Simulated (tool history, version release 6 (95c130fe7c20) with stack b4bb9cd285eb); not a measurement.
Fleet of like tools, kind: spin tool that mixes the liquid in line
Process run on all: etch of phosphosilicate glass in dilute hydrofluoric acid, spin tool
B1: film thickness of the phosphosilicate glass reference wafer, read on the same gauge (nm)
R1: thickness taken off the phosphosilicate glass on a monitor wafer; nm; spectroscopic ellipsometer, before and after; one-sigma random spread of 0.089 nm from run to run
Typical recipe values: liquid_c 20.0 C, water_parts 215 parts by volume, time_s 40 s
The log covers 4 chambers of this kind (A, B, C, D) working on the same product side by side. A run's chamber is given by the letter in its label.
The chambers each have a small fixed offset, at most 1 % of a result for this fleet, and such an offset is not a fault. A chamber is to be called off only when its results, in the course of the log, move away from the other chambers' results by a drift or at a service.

Run 1A, day 0.358: usual settings; B1 130.01. Result: R1 11.847 nm.
Run 2C, day 0.579: usual settings; B1 130.00. Result: R1 11.770 nm.
Run 3D, day 0.967: usual settings; B1 129.98. Result: R1 11.907 nm.
Run 4B, day 1.312: usual settings; B1 129.98. Result: R1 11.952 nm.
Run 5B, day 1.579: usual settings but liquid_c 23.5 C; B1 129.99. Result: R1 13.526 nm.
Run 6A, day 1.825: usual settings but liquid_c 23.5 C; B1 130.02. Result: R1 13.413 nm.
Run 7C, day 2.067: usual settings but liquid_c 23.5 C; B1 129.98. Result: R1 13.444 nm.
Run 8D, day 2.342: usual settings but liquid_c 23.5 C; B1 130.00. Result: R1 13.461 nm.
Run 9B, day 2.692: usual settings; B1 129.99. Result: R1 11.790 nm.
Run 10C, day 3.071: usual settings; B1 130.00. Result: R1 11.771 nm.
Run 11D, day 3.417: usual settings; B1 130.01. Result: R1 11.779 nm.
Run 12A, day 3.804: usual settings; B1 130.01. Result: R1 11.871 nm.
Run 13A, day 4.062: usual settings; B1 129.99. Result: R1 11.769 nm.
Run 14D, day 4.312: usual settings; B1 130.00. Result: R1 11.778 nm.
Run 15C, day 4.542: usual settings; B1 129.98. Result: R1 11.667 nm.
Run 16B, day 4.721: usual settings; B1 130.00. Result: R1 11.927 nm.
Run 17C, day 4.908: usual settings; B1 130.00. Result: R1 11.911 nm.
Run 18D, day 5.204: usual settings; B1 130.03. Result: R1 11.872 nm.
Run 19A, day 5.442: usual settings; B1 129.98. Result: R1 11.887 nm.
At day 5.488: chamber C: hydrofluoric acid flow meter replaced.
Run 20B, day 5.642: usual settings; B1 129.99. Result: R1 11.740 nm.
Run 21D, day 5.833: usual settings; B1 129.99. Result: R1 11.719 nm.
Run 22A, day 6.083: usual settings; B1 130.00. Result: R1 11.947 nm.
Run 23B, day 6.404: usual settings; B1 129.96. Result: R1 11.740 nm.
Run 24C, day 6.788: usual settings; B1 129.98. Result: R1 11.727 nm.
Run 25A, day 7.138: usual settings; B1 129.98. Result: R1 11.717 nm.
Run 26D, day 7.454: usual settings; B1 130.01. Result: R1 11.635 nm.
Run 27B, day 7.808: usual settings; B1 130.00. Result: R1 11.733 nm.

Each of the 4 chambers runs these same settings next. Fill in every chamber's results:
Run 28A, day 8.092: usual settings. Result: R1 ?.
Run 28B, day 8.092: usual settings. Result: R1 ?.
Run 28C, day 8.092: usual settings. Result: R1 ?.
Run 28D, day 8.092: usual settings. Result: R1 ?.

run      R1
28A  11.769
28B  11.877
28C  11.654
28D  11.823

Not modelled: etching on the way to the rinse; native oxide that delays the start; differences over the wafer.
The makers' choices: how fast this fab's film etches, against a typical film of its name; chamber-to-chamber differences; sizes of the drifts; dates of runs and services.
